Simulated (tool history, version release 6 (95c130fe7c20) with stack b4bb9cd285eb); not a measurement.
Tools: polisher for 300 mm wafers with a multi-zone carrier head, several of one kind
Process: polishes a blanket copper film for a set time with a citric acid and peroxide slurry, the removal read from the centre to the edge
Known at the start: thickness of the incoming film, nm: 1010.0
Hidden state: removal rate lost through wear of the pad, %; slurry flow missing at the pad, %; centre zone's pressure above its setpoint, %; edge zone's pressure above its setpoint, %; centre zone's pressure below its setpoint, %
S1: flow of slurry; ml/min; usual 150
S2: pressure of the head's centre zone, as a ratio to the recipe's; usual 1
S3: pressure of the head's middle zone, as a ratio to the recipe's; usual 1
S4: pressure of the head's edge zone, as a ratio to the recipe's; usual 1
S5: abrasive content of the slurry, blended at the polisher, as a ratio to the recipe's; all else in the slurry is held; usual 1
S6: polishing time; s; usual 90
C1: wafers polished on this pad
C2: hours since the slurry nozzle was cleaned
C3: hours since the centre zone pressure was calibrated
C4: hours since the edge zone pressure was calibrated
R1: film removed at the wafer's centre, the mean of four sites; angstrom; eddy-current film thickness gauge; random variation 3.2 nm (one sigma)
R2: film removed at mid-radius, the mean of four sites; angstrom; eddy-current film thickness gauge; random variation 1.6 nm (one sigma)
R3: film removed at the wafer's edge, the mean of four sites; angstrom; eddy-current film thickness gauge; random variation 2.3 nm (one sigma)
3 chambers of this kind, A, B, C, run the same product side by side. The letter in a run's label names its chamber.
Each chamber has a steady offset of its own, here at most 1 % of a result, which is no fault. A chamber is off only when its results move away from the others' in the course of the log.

run 1A day=0.3 | S1=150 S2=1 S3=1 S4=1 S5=1 S6=90 | C1=703 C2=669.3 C3=1035.3 C4=221.3 | R1=2156.2 R2=2184.8 R3=2163.9
run 2B day=0.467 | S1=150 S2=1 S3=1 S4=1 S5=1 S6=90 | C1=596 C2=351.5 C3=115.2 C4=812.4 | R1=2145.5 R2=2168.5 R3=2167.2
run 3C day=0.654 | S1=150 S2=1 S3=1 S4=1 S5=1 S6=90 | C1=514 C2=105.9 C3=152.8 C4=218.9 | R1=2198.9 R2=2183.2 R3=2158
run 4A day=0.825 | S1=150 S2=1 S3=1 S4=1 S5=1 S6=90 | C1=817 C2=681.9 C3=1047.9 C4=233.9 | R1=2219.4 R2=2156 R3=2123.9
run 5B day=1.046 | S1=150 S2=1 S3=1 S4=1 S5=1 S6=90 | C1=721 C2=365.4 C3=129.1 C4=826.3 | R1=2160.1 R2=2141.7 R3=2170.7
run 6C day=1.217 | S1=150 S2=1 S3=1 S4=1 S5=1 S6=90 | C1=635 C2=119.4 C3=166.3 C4=232.4 | R1=2157.7 R2=2172.9 R3=2174.5
-- day=1.475 chamber B: worn pad replaced by a new one
run 7A day=1.504 | S1=150 S2=1 S3=1 S4=1 S5=1 S6=90 | C1=963 C2=698.2 C3=1064.2 C4=250.2 | R1=2174.1 R2=2140.8 R3=2197.7
-- day=1.65 chamber A: worn pad replaced by a new one
run 8B day=1.679 | S1=150 S2=1 S3=1 S4=1 S5=1 S6=90 | C1=44 C2=380.6 C3=144.3 C4=841.5 | R1=2181.7 R2=2175.6 R3=2216
run 9C day=1.992 | S1=150 S2=1 S3=1 S4=1 S5=1 S6=90 | C1=802 C2=138 C3=184.9 C4=251 | R1=2161.4 R2=2175.8 R3=2181.7
run 10C day=2.192 | S1=150 S2=1 S3=1 S4=1 S5=1.2 S6=90 | C1=846 C2=142.8 C3=189.7 C4=255.8 | R1=2298.6 R2=2277.9 R3=2285.8
-- day=2.292 chamber B: edge zone pressure recalibrated
run 11B day=2.504 | S1=150 S2=1 S3=1 S4=1 S5=1.2 S6=90 | C1=222 C2=400.4 C3=164.1 C4=5.1 | R1=2307.3 R2=2276 R3=2255.8
run 12A day=2.708 | S1=150 S2=1 S3=1 S4=1 S5=1.2 S6=90 | C1=228 C2=727.1 C3=1093.1 C4=279.1 | R1=2260.4 R2=2284.1 R3=2297.1
run 13C day=2.929 | S1=150 S2=1 S3=1 S4=1 S5=1 S6=90 | C1=1004 C2=160.5 C3=207.4 C4=273.5 | R1=2195.3 R2=2148.6 R3=2195.7
run 14B day=3.221 | S1=150 S2=1 S3=1 S4=1 S5=1 S6=90 | C1=377 C2=417.6 C3=181.3 C4=22.3 | R1=2179 R2=2153.2 R3=2172.7
run 15A day=3.421 | S1=150 S2=1 S3=1 S4=1 S5=1 S6=90 | C1=381 C2=744.2 C3=1110.2 C4=296.2 | R1=2148.5 R2=2191 R3=2125.1
run 16A day=3.617 | S1=150 S2=1 S3=1 S4=1 S5=1 S6=90 | C1=424 C2=748.9 C3=1114.9 C4=300.9 | R1=2160.4 R2=2169.4 R3=2161.1
run 17C day=3.912 | S1=150 S2=1 S3=1 S4=1 S5=1 S6=90 | C1=1216 C2=184.1 C3=231 C4=297.1 | R1=2152.4 R2=2131.1 R3=2136.3
run 18B day=4.071 | S1=150 S2=1 S3=1 S4=1 S5=1 S6=90 | C1=560 C2=438 C3=201.7 C4=42.7 | R1=2168.8 R2=2150.8 R3=2176.8
run 19A day=4.35 | S1=150 S2=1 S3=1 S4=1 S5=1 S6=90 | C1=582 C2=766.5 C3=1132.5 C4=318.5 | R1=2216.5 R2=2210.8 R3=2194.4
run 20C day=4.579 | S1=150 S2=1 S3=1 S4=1 S5=1 S6=90 | C1=1360 C2=200.1 C3=247 C4=313.1 | R1=2113.4 R2=2089.3 R3=2154.8
run 21B day=4.754 | S1=150 S2=1 S3=1 S4=1 S5=1 S6=90 | C1=707 C2=454.4 C3=218.1 C4=59.1 | R1=2125.6 R2=2176.8 R3=2186.1
run 22B day=5.029 | S1=150 S2=1 S3=1 S4=1 S5=1 S6=90 | C1=766 C2=461 C3=224.7 C4=65.7 | R1=2146.4 R2=2176.4 R3=2237.7
run 23C day=5.296 | S1=150 S2=1 S3=1 S4=1 S5=1 S6=90 | C1=1515 C2=217.3 C3=264.2 C4=330.3 | R1=2120.7 R2=2060.7 R3=2127
-- day=5.379 chamber A: worn pad replaced by a new one
run 24A day=5.538 | S1=150 S2=1 S3=1 S4=1 S5=1 S6=90 | C1=34 C2=795 C3=1161 C4=347 | R1=2235.1 R2=2180.2 R3=2176
run 25B day=5.842 | S1=150 S2=1 S3=1 S4=1 S5=1 S6=90 | C1=941 C2=480.5 C3=244.2 C4=85.2 | R1=2183 R2=2188.9 R3=2194.7
-- day=5.892 chamber B: worn pad replaced by a new one
run 26C day=6.083 | S1=150 S2=1 S3=1 S4=1 S5=1 S6=90 | C1=1684 C2=236.2 C3=283.1 C4=349.2 | R1=2032.7 R2=2039 R3=2070.8
run 27A day=6.375 | S1=150 S2=1 S3=1 S4=1 S5=1 S6=90 | C1=214 C2=815.1 C3=1181.1 C4=367.1 | R1=2143.9 R2=2188.9 R3=2176.7
run 28B day=6.612 | S1=150 S2=1 S3=1 S4=1 S5=1 S6=90 | C1=155 C2=499 C3=262.7 C4=103.7 | R1=2110.7 R2=2177.7 R3=2164.6
-- day=6.679 chamber B: slurry nozzle cleaned
run 29A day=6.883 | S1=150 S2=1 S3=1 S4=1 S5=1 S6=90 | C1=324 C2=827.3 C3=1193.3 C4=379.3 | R1=2194.9 R2=2212.1 R3=2152
run 30C day=7.067 | S1=150 S2=1 S3=1 S4=1 S5=1 S6=90 | C1=1896 C2=259.8 C3=306.7 C4=372.8 | R1=2004.9 R2=1999.5 R3=2007.1
run 31B day=7.292 | S1=150 S2=1 S3=1 S4=1 S5=1 S6=90 | C1=302 C2=14.8 C3=279 C4=120 | R1=2148.6 R2=2162.3 R3=2184.6
run 32A day=7.5 | S1=150 S2=1 S3=1 S4=1 S5=1 S6=90 | C1=457 C2=842.1 C3=1208.1 C4=394.1 | R1=2227.4 R2=2189.4 R3=2172.5
run 33C day=7.717 | S1=150 S2=1 S3=1 S4=1 S5=1 S6=90 | C1=2036 C2=275.4 C3=322.3 C4=388.4 | R1=2003.5 R2=1975.8 R3=1968.2
run 34A day=7.946 | S1=150 S2=1 S3=1 S4=1 S5=1 S6=90 | C1=553 C2=852.8 C3=1218.8 C4=404.8 | R1=2165.7 R2=2208.5 R3=2164.7
run 35C day=8.162 | S1=175 S2=1 S3=1 S4=1 S5=1 S6=90 | C1=2132 C2=286.1 C3=333 C4=399.1 | R1=2011.6 R2=2000.1 R3=1988.9
run 36B day=8.325 | S1=175 S2=1 S3=1 S4=1 S5=1 S6=90 | C1=524 C2=39.6 C3=303.8 C4=144.8 | R1=2218.1 R2=2229.2 R3=2256.2
run 37A day=8.621 | S1=175 S2=1 S3=1 S4=1 S5=1 S6=90 | C1=699 C2=869 C3=1235 C4=421 | R1=2266 R2=2231.9 R3=2187.9
run 38C day=8.825 | S1=170 S2=1 S3=0.9 S4=1 S5=1 S6=90 | C1=2275 C2=302 C3=348.9 C4=415 | R1=2002.6 R2=1798.9 R3=1975.5
run 39B day=8.983 | S1=170 S2=1 S3=0.9 S4=1 S5=1 S6=90 | C1=666 C2=55.4 C3=319.6 C4=160.6 | R1=2193.2 R2=2028.8 R3=2168.6

All 3 chambers run these settings next. Forecast each chamber's results:
run 40A day=9.217 | S1=150 S2=1 S3=1 S4=1 S5=1 S6=90 | R1=? R2=? R3=?
run 40B day=9.217 | S1=150 S2=1 S3=1 S4=1 S5=1 S6=90 | R1=? R2=? R3=?
run 40C day=9.217 | S1=150 S2=1 S3=1 S4=1 S5=1 S6=90 | R1=? R2=? R3=?

run=40A R1=2144.2 R2=2173.2 R3=2161.9
run=40B R1=2160.5 R2=2168.8 R3=2182
run=40C R1=1952.4 R2=1941.9 R3=1933.5
